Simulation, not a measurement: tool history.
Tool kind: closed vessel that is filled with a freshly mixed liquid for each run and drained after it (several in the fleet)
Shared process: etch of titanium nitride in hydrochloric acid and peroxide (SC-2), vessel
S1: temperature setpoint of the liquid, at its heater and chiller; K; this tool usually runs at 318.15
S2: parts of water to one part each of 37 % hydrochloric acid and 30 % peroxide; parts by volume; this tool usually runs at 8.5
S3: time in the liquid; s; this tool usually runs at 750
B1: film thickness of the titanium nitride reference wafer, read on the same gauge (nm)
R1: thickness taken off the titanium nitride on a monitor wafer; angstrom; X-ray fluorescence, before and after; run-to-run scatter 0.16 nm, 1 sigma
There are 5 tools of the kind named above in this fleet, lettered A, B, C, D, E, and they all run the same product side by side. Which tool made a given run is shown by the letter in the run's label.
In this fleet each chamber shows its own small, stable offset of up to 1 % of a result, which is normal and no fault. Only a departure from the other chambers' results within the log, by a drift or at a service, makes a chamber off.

{"run": "1C", "hour": 10.0, "S1": 318.15, "S2": 8.5, "S3": 750, "B1": 140.0, "R1": 161.79}
{"run": "2E", "hour": 23.9, "S1": 318.15, "S2": 8.5, "S3": 750, "B1": 140.05, "R1": 162.64}
{"run": "3D", "hour": 37.6, "S1": 318.15, "S2": 8.5, "S3": 750, "B1": 140.03, "R1": 167.59}
{"run": "4A", "hour": 49.7, "S1": 318.15, "S2": 8.5, "S3": 750, "B1": 140.0, "R1": 167.01}
{"run": "5B", "hour": 56.5, "S1": 318.15, "S2": 8.5, "S3": 750, "B1": 139.95, "R1": 165.44}
{"run": "6A", "hour": 68.8, "S1": 318.15, "S2": 8.5, "S3": 750, "B1": 139.99, "R1": 166.37}
{"hour": 72.8, "done": "chamber E: new drum of peroxide connected"}
{"hour": 76.4, "done": "chamber B: new drum of peroxide connected"}
{"run": "7D", "hour": 77.5, "S1": 318.15, "S2": 8.5, "S3": 750, "B1": 140.04, "R1": 168.35}
{"run": "8E", "hour": 84.5, "S1": 318.15, "S2": 8.5, "S3": 750, "B1": 139.99, "R1": 167.25}
{"run": "9C", "hour": 96.9, "S1": 318.15, "S2": 8.5, "S3": 750, "B1": 140.0, "R1": 161.68}
{"run": "10B", "hour": 104.9, "S1": 318.15, "S2": 8.5, "S3": 750, "B1": 140.02, "R1": 165.1}
{"run": "11C", "hour": 112.7, "S1": 318.15, "S2": 8.5, "S3": 750, "B1": 140.03, "R1": 164.86}
{"run": "12D", "hour": 122.3, "S1": 318.15, "S2": 8.5, "S3": 750, "B1": 139.99, "R1": 164.75}
{"run": "13B", "hour": 130.3, "S1": 318.15, "S2": 8.5, "S3": 750, "B1": 140.0, "R1": 164.62}
{"run": "14A", "hour": 143.6, "S1": 318.15, "S2": 8.5, "S3": 750, "B1": 140.01, "R1": 166.36}
{"run": "15E", "hour": 151.9, "S1": 323.65, "S2": 8.5, "S3": 750, "B1": 140.02, "R1": 236.13}
{"run": "16C", "hour": 159.4, "S1": 323.65, "S2": 8.5, "S3": 750, "B1": 139.98, "R1": 235.08}
{"run": "17B", "hour": 169.6, "S1": 323.65, "S2": 8.5, "S3": 750, "B1": 139.99, "R1": 239.2}
{"run": "18A", "hour": 180.4, "S1": 323.65, "S2": 8.5, "S3": 750, "B1": 139.97, "R1": 242.32}
{"run": "19D", "hour": 187.6, "S1": 323.65, "S2": 8.5, "S3": 750, "B1": 139.98, "R1": 234.22}
{"run": "20E", "hour": 197.3, "S1": 318.15, "S2": 8.5, "S3": 750, "B1": 140.03, "R1": 163.33}
{"run": "21E", "hour": 211.1, "S1": 318.15, "S2": 8.5, "S3": 750, "B1": 140.03, "R1": 162.08}
{"run": "22A", "hour": 222.1, "S1": 318.15, "S2": 11.0, "S3": 600, "B1": 140.02, "R1": 108.66}
{"run": "23C", "hour": 230.6, "S1": 318.15, "S2": 11.0, "S3": 600, "B1": 140.0, "R1": 107.31}
{"run": "24B", "hour": 240.8, "S1": 318.15, "S2": 11.0, "S3": 600, "B1": 140.01, "R1": 104.86}
{"run": "25D", "hour": 252.0, "S1": 318.15, "S2": 11.0, "S3": 600, "B1": 140.0, "R1": 102.84}
{"run": "26C", "hour": 259.3, "S1": 318.15, "S2": 11.0, "S3": 600, "B1": 140.0, "R1": 106.3}
{"run": "27B", "hour": 266.8, "S1": 318.15, "S2": 8.5, "S3": 750, "B1": 140.01, "R1": 164.31}
{"run": "28E", "hour": 278.9, "S1": 318.15, "S2": 8.5, "S3": 750, "B1": 140.0, "R1": 162.54}
{"run": "29D", "hour": 289.3, "S1": 318.15, "S2": 11.0, "S3": 750, "B1": 140.03, "R1": 126.97}
{"run": "30A", "hour": 301.6, "S1": 318.15, "S2": 11.0, "S3": 750, "B1": 140.01, "R1": 136.01}
{"run": "31C", "hour": 308.4, "S1": 318.15, "S2": 11.0, "S3": 750, "B1": 140.01, "R1": 130.14}
{"run": "32D", "hour": 320.8, "S1": 318.15, "S2": 11.0, "S3": 750, "B1": 140.0, "R1": 122.95}

Next, every chamber runs the same settings. What will each give?
{"run": "33A", "hour": 330.7, "S1": 318.15, "S2": 6.5, "S3": 750, "R1": "?"}
{"run": "33B", "hour": 330.7, "S1": 318.15, "S2": 6.5, "S3": 750, "R1": "?"}
{"run": "33C", "hour": 330.7, "S1": 318.15, "S2": 6.5, "S3": 750, "R1": "?"}
{"run": "33D", "hour": 330.7, "S1": 318.15, "S2": 6.5, "S3": 750, "R1": "?"}
{"run": "33E", "hour": 330.7, "S1": 318.15, "S2": 6.5, "S3": 750, "R1": "?"}

run=33A R1=205.48
run=33B R1=202.96
run=33C R1=203.57
run=33D R1=192.07
run=33E R1=204.46
